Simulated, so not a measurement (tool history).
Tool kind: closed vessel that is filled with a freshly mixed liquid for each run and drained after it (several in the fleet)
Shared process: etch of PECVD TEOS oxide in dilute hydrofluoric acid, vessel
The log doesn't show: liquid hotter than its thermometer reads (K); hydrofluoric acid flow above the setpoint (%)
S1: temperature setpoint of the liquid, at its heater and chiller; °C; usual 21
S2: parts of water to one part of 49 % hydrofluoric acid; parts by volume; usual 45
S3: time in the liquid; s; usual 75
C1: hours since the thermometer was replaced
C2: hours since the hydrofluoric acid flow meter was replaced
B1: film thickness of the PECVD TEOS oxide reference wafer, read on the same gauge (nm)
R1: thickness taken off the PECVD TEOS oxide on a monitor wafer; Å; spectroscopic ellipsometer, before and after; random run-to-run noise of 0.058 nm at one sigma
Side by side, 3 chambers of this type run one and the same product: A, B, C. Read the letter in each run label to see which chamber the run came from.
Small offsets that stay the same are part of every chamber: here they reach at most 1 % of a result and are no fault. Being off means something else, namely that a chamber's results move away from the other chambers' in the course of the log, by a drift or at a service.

{"run": "1C", "hour": 4.4, "S1": 21, "S2": 45, "S3": 75, "C1": 1299.5, "C2": 1625.1, "B1": 79.979, "R1": 190.86}
{"run": "2A", "hour": 9.1, "S1": 21, "S2": 45, "S3": 75, "C1": 1279.5, "C2": 1302.6, "B1": 80.011, "R1": 189.43}
{"run": "3B", "hour": 15.6, "S1": 21, "S2": 45, "S3": 75, "C1": 578, "C2": 1235.8, "B1": 80.016, "R1": 188.06}
{"run": "4C", "hour": 18.6, "S1": 21, "S2": 45, "S3": 75, "C1": 1313.7, "C2": 1639.3, "B1": 79.992, "R1": 190.34}
{"run": "5B", "hour": 24.4, "S1": 21, "S2": 45, "S3": 75, "C1": 586.8, "C2": 1244.6, "B1": 80.017, "R1": 188.95}
{"run": "6A", "hour": 30.1, "S1": 21, "S2": 45, "S3": 75, "C1": 1300.5, "C2": 1323.6, "B1": 79.992, "R1": 189.76}
{"run": "7A", "hour": 33.5, "S1": 21, "S2": 45, "S3": 45, "C1": 1303.9, "C2": 1327, "B1": 79.98, "R1": 114.21}
{"run": "8C", "hour": 39.9, "S1": 21, "S2": 45, "S3": 45, "C1": 1335, "C2": 1660.6, "B1": 79.976, "R1": 114.53}
{"run": "9B", "hour": 43.6, "S1": 21, "S2": 45, "S3": 45, "C1": 606, "C2": 1263.8, "B1": 80.006, "R1": 112.99}
{"run": "10A", "hour": 47.7, "S1": 21, "S2": 45, "S3": 75, "C1": 1318.1, "C2": 1341.2, "B1": 80.002, "R1": 190.69}
{"run": "11B", "hour": 52.2, "S1": 21, "S2": 45, "S3": 55, "C1": 614.6, "C2": 1272.4, "B1": 80.006, "R1": 138.65}
{"run": "12C", "hour": 58.7, "S1": 21, "S2": 45, "S3": 55, "C1": 1353.8, "C2": 1679.4, "B1": 79.998, "R1": 139.25}
{"run": "13C", "hour": 65.1, "S1": 21, "S2": 45, "S3": 55, "C1": 1360.2, "C2": 1685.8, "B1": 80.006, "R1": 139.39}
{"run": "14A", "hour": 70.7, "S1": 21, "S2": 45, "S3": 75, "C1": 1341.1, "C2": 1364.2, "B1": 79.987, "R1": 189.9}
{"run": "15B", "hour": 74.8, "S1": 21, "S2": 45, "S3": 75, "C1": 637.2, "C2": 1295, "B1": 80.011, "R1": 187.98}
{"run": "16B", "hour": 78.4, "S1": 21, "S2": 45, "S3": 75, "C1": 640.8, "C2": 1298.6, "B1": 79.978, "R1": 187.89}
{"run": "17A", "hour": 83.2, "S1": 21, "S2": 45, "S3": 75, "C1": 1353.6, "C2": 1376.7, "B1": 80.023, "R1": 189.79}
{"run": "18C", "hour": 87.1, "S1": 21, "S2": 45, "S3": 75, "C1": 1382.2, "C2": 1707.8, "B1": 80.026, "R1": 190.8}
{"hour": 88.6, "done": "chamber B: thermometer replaced"}
{"run": "19A", "hour": 93.2, "S1": 21, "S2": 45, "S3": 75, "C1": 1363.6, "C2": 1386.7, "B1": 79.982, "R1": 190.86}
{"run": "20C", "hour": 98.8, "S1": 21, "S2": 45, "S3": 75, "C1": 1393.9, "C2": 1719.5, "B1": 80.003, "R1": 189.64}
{"run": "21B", "hour": 103.6, "S1": 21, "S2": 45, "S3": 75, "C1": 15, "C2": 1323.8, "B1": 80.002, "R1": 187.78}
{"run": "22A", "hour": 109.5, "S1": 21, "S2": 45, "S3": 75, "C1": 1379.9, "C2": 1403, "B1": 80.022, "R1": 189.67}
{"run": "23B", "hour": 112.5, "S1": 21, "S2": 45, "S3": 75, "C1": 23.9, "C2": 1332.7, "B1": 80.011, "R1": 188.52}
{"run": "24C", "hour": 118.9, "S1": 23, "S2": 45, "S3": 105, "C1": 1414, "C2": 1739.6, "B1": 80.01, "R1": 290.44}
{"run": "25C", "hour": 123.0, "S1": 23, "S2": 45, "S3": 105, "C1": 1418.1, "C2": 1743.7, "B1": 80.01, "R1": 287.96}
{"run": "26B", "hour": 126.1, "S1": 23, "S2": 45, "S3": 105, "C1": 37.5, "C2": 1346.3, "B1": 79.986, "R1": 288.17}
{"run": "27A", "hour": 129.4, "S1": 21, "S2": 45, "S3": 75, "C1": 1399.8, "C2": 1422.9, "B1": 79.997, "R1": 190.8}
{"run": "28C", "hour": 135.5, "S1": 21, "S2": 45, "S3": 75, "C1": 1430.6, "C2": 1756.2, "B1": 79.988, "R1": 190.72}
{"run": "29B", "hour": 138.9, "S1": 21, "S2": 45, "S3": 75, "C1": 50.3, "C2": 1359.1, "B1": 80.016, "R1": 189.08}
{"run": "30A", "hour": 144.3, "S1": 21, "S2": 45, "S3": 75, "C1": 1414.7, "C2": 1437.8, "B1": 80.029, "R1": 190.37}
{"run": "31C", "hour": 149.6, "S1": 21, "S2": 45, "S3": 75, "C1": 1444.7, "C2": 1770.3, "B1": 79.993, "R1": 191.2}
{"run": "32B", "hour": 153.1, "S1": 21, "S2": 45, "S3": 75, "C1": 64.5, "C2": 1373.3, "B1": 80, "R1": 187.97}
{"run": "33A", "hour": 156.0, "S1": 21, "S2": 45, "S3": 75, "C1": 1426.4, "C2": 1449.5, "B1": 79.996, "R1": 190.54}
{"run": "34C", "hour": 159.6, "S1": 21, "S2": 45, "S3": 75, "C1": 1454.7, "C2": 1780.3, "B1": 79.997, "R1": 191.18}
{"run": "35B", "hour": 163.9, "S1": 21, "S2": 45, "S3": 75, "C1": 75.3, "C2": 1384.1, "B1": 80, "R1": 188.55}
{"run": "36A", "hour": 167.7, "S1": 21, "S2": 45, "S3": 75, "C1": 1438.1, "C2": 1461.2, "B1": 79.994, "R1": 189.79}
{"run": "37B", "hour": 171.5, "S1": 21, "S2": 45, "S3": 75, "C1": 82.9, "C2": 1391.7, "B1": 80.024, "R1": 188.75}
{"run": "38C", "hour": 174.8, "S1": 21, "S2": 45, "S3": 75, "C1": 1469.9, "C2": 1795.5, "B1": 79.992, "R1": 189.97}
{"run": "39A", "hour": 178.0, "S1": 21, "S2": 45, "S3": 75, "C1": 1448.4, "C2": 1471.5, "B1": 79.998, "R1": 190.7}
{"run": "40C", "hour": 182.6, "S1": 17.5, "S2": 45, "S3": 50, "C1": 1477.7, "C2": 1803.3, "B1": 80.015, "R1": 109.43}
{"run": "41B", "hour": 187.3, "S1": 17.5, "S2": 45, "S3": 50, "C1": 98.7, "C2": 1407.5, "B1": 80.025, "R1": 107.83}
{"run": "42A", "hour": 191.1, "S1": 17.5, "S2": 45, "S3": 50, "C1": 1461.5, "C2": 1484.6, "B1": 80.008, "R1": 108.99}

All chambers now run identical settings, listed one chamber a line with results as question marks. What results will each chamber show?
{"run": "43A", "hour": 195.7, "S1": 21, "S2": 45, "S3": 75, "R1": "?"}
{"run": "43B", "hour": 195.7, "S1": 21, "S2": 45, "S3": 75, "R1": "?"}
{"run": "43C", "hour": 195.7, "S1": 21, "S2": 45, "S3": 75, "R1": "?"}

run=43A R1=189.93
run=43B R1=188.26
run=43C R1=190.82
